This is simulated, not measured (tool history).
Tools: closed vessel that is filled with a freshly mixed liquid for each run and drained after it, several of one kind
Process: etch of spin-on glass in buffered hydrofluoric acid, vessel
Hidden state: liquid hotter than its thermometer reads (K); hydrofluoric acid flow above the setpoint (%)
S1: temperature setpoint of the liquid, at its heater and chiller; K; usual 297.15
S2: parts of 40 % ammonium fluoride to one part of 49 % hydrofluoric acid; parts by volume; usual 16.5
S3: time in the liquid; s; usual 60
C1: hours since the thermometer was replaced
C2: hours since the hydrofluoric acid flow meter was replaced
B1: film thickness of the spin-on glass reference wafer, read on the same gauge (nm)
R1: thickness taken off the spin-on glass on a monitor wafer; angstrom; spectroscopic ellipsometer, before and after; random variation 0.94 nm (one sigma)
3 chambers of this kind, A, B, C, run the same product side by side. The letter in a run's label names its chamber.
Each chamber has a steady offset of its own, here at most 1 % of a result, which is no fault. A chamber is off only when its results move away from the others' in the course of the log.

run   hour      S1    S2  S3      C1      C2      B1      R1
 1C   12.3  297.15  16.5  60  1612.1  1063.9   59.99  1065.8
 2A   20.3  297.15  16.5  60  1353.7     509  60.029  1058.6
 3B   33.2  297.15  16.5  60  1813.1   359.8  60.016  1079.4
 4A   44.7  297.15  16.5  60  1378.1   533.4  59.985  1058.6
 5C   53.8  297.15  16.5  60  1653.6  1105.4  59.991  1060.1
 6B     67  292.15    21  60  1846.9   393.6  59.976  661.56
 7B   80.3  292.15    21  60  1860.2   406.9   59.97  651.56
 8A   94.8  292.15    21  60  1428.2   583.5  59.973  634.69
 9C  106.2  297.15  16.5  60    1706  1157.8  59.963  1065.9
10C  117.7  297.15  16.5  60  1717.5  1169.3  59.979  1067.5
11B  130.3  297.15  16.5  60  1910.2   456.9  59.999  1085.3
12A  139.8  297.15  16.5  60  1473.2   628.5  60.003  1067.5
13B    148  297.15  16.5  60  1927.9   474.6  59.976  1095.2
14A  154.7  297.15  16.5  60  1488.1   643.4  60.025  1057.7
15C  164.1  297.15  16.5  60  1763.9  1215.7  59.996  1085.2
16C  178.4  297.15  16.5  60  1778.2    1230  59.984  1065.9
17B  190.9  297.15  16.5  60  1970.8   517.5  60.049  1111.6
18A  199.6  297.15  16.5  60    1533   688.3  60.008    1048
19C  212.5  297.15  16.5  60  1812.3  1264.1  59.965  1059.2
20A    220  297.15  16.5  60  1553.4   708.7  60.022  1070.5
     231.8  -- chamber C: hydrofluoric acid flow meter replaced
21B  233.5  297.15  16.5  60  2013.4   560.1  59.973  1108.6
22A  247.2  297.15  16.5  60  1580.6   735.9  60.004  1064.9
23C  253.8  300.15  16.5  60  1853.6    22.1  60.007  1257.9
24B  264.8  300.15  16.5  60  2044.7   591.4  60.005  1320.2
25C  276.5  300.15  16.5  60  1876.3    44.8  60.003  1246.7

What goes on in this fleet: one chamber off, a drifting gauge, or nothing beyond the chambers' own small offsets? Name the chamber and the cause, if any.

Chamber B drifts away from the others.
Cause: liquid hotter than its thermometer reads (K) = 1.24.
The log may not tell that from: hydrofluoric acid flow above the setpoint (%).

Here are 4 candidates for chamber B's next run, each the usual settings with a change, their results left as question marks. Which one brings its results back in line with what the others give on the usual settings?
In line means no further than this from the other chambers' mean on the usual settings: R1 33 angstrom
26B-1  287.4  294.65  16.5  60               ?
26B-2  287.4  295.65  16.5  60               ?
26B-3  287.4  297.15  16.5  65               ?
26B-4  287.4  297.65    16  65               ?

The other chambers' mean on the usual settings: R1 1066.5 angstrom
  run      R1
26B-1  998.29
26B-2  1054.1
26B-3  1237.8
26B-4  1310.4
26B-2 brings the chamber back in line.
